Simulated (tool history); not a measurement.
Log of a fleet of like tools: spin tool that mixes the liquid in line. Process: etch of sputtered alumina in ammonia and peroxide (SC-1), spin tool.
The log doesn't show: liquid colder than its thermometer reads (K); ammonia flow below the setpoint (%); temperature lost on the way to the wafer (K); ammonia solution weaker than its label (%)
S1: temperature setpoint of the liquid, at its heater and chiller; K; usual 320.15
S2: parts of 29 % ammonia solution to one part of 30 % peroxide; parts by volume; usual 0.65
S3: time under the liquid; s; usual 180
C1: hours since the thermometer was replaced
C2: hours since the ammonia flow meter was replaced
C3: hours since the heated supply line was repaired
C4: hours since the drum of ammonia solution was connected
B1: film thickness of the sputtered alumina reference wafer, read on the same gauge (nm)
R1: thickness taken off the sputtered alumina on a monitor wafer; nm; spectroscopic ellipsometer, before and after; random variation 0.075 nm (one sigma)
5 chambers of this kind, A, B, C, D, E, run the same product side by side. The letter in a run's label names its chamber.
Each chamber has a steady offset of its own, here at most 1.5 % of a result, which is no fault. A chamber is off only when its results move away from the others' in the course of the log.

run   hour      S1    S2   S3      C1      C2      C3      C4      B1      R1
 1C    8.5  320.15  0.65  180  1089.7    11.4   867.9   154.7  99.989  10.512
 2A   16.8  320.15  0.65  180   420.8   744.7  1035.7   313.6  100.01  10.367
 3B   23.4  320.15  0.65  180  1540.5  1514.3   111.4   458.5  99.989  10.392
 4E     30  320.15  0.65  180   367.5   473.3     549   346.7     100  10.626
 5D   36.7  320.15  0.65  180  2027.6  1214.5  1969.7   947.4     100   10.32
 6B   45.7  320.15  0.65  180  1562.8  1536.6   133.7   480.8  99.999  10.382
 7E   50.7  320.15  0.65  180   388.2     494   569.7   367.4  100.01  10.553
 8A     56  320.15  0.65  180     460   783.9  1074.9   352.8   99.97  10.452
 9D     62  320.15  0.65  180  2052.9  1239.8    1995   972.7     100  10.303
10C   66.5  320.15  0.65  180  1147.7    69.4   925.9   212.7  100.02  10.339
11D   73.8  320.15  0.65  180  2064.7  1251.6  2006.8   984.5  99.999  10.481
12E     82  320.15   0.8   95   419.5   525.3     601   398.7  99.987   5.678
13C   88.2  320.15   0.8   95  1169.4    91.1   947.6   234.4  99.971  5.5368
14B   94.8  320.15   0.8   95  1611.9  1585.7   182.8   529.9  100.01  5.5914
15A  100.6  320.15   0.8   95   504.6   828.5  1119.5   397.4  99.995  5.6028
16B  105.6  320.15   0.8   95  1622.7  1596.5   193.6   540.7  99.992  5.6101
17C  110.8  320.15  0.65  180    1192   113.7   970.2     257     100   10.25
18D  117.4  320.15  0.65  180  2108.3  1295.2  2050.4  1028.1  99.989  10.386
19E  123.2  320.15  0.65  180   460.7   566.5   642.2   439.9  99.994  10.465
20A  129.4  320.15  0.65  180   533.4   857.3  1148.3   426.2     100  10.581
21D  133.4  320.15  0.65  180  2124.3  1311.2  2066.4  1044.1  100.01  10.263
22A  139.8  320.15  0.65  180   543.8   867.7  1158.7   436.6   99.97  10.451
     143.7  -- chamber E: new drum of ammonia solution connected
23C  147.3  326.65  0.65  180  1228.5   150.2  1006.7   293.5     100  14.858
24B  154.8  326.65  0.65  180  1671.9  1645.7   242.8   589.9  100.01  14.739
25E  161.4  326.65  0.65  180   498.9   604.7   680.4    17.8  100.01  14.777
     163.7  -- chamber D: ammonia flow meter replaced
26A  170.4  326.65  0.65  180   574.4   898.3  1189.3   467.2   99.99   15.11
     179.2  -- chamber B: ammonia flow meter replaced
27E  179.2  326.65  0.65  180   516.7   622.5   698.2    35.6  99.991  14.517
28B  187.6  315.15   0.5  180  1704.7     8.5   275.6   622.7  99.975  7.5486
29C  192.9  315.15   0.5  180  1274.1   195.8  1052.3   339.1  99.987  7.5868
30D  201.2  315.15   0.5  180  2192.1    37.6  2134.2  1111.9  99.997  7.4559
       206  -- chamber A: ammonia flow meter replaced
31E    206  315.15   0.5  180   543.5   649.3     725    62.4  99.991  7.5799
32A  214.8  315.15   0.5  180   618.8     8.8  1233.7   511.6  100.01  7.5174
       215  -- chamber D: new drum of ammonia solution connected
33C  222.6  328.65  0.65  180  1303.8   225.5    1082   368.8  99.998  16.642
34D  227.1  328.65  0.65  180    2218    63.5  2160.1    12.1  99.983  16.226
35B  232.9  328.65  0.65  180    1750    53.8   320.9     668  100.01  16.236
36B  237.3  328.65  0.65  180  1754.4    58.2   325.3   672.4     100  16.269
37A  245.3  328.65  0.65  180   649.3    39.3  1264.2   542.1  99.992   16.64
38E  250.8  320.15  0.65  180   588.3   694.1   769.8   107.2  99.982  10.123
39C  257.4  320.15  0.65  180  1338.6   260.3  1116.8   403.6  100.01  10.366
40D  263.6  320.15  0.65  180  2254.5     100  2196.6    48.6  100.01  10.351
41D  271.4  320.15  0.65  180  2262.3   107.8  2204.4    56.4  100.01  10.319

All 5 chambers run these settings next. Forecast each chamber's results:
42A   278  320.15  0.65  235                       ?
42B   278  320.15  0.65  235                       ?
42C   278  320.15  0.65  235                       ?
42D   278  320.15  0.65  235                       ?
42E   278  320.15  0.65  235                       ?

run      R1
42A  13.509
42B  13.585
42C  13.414
42D  13.518
42E   13.22
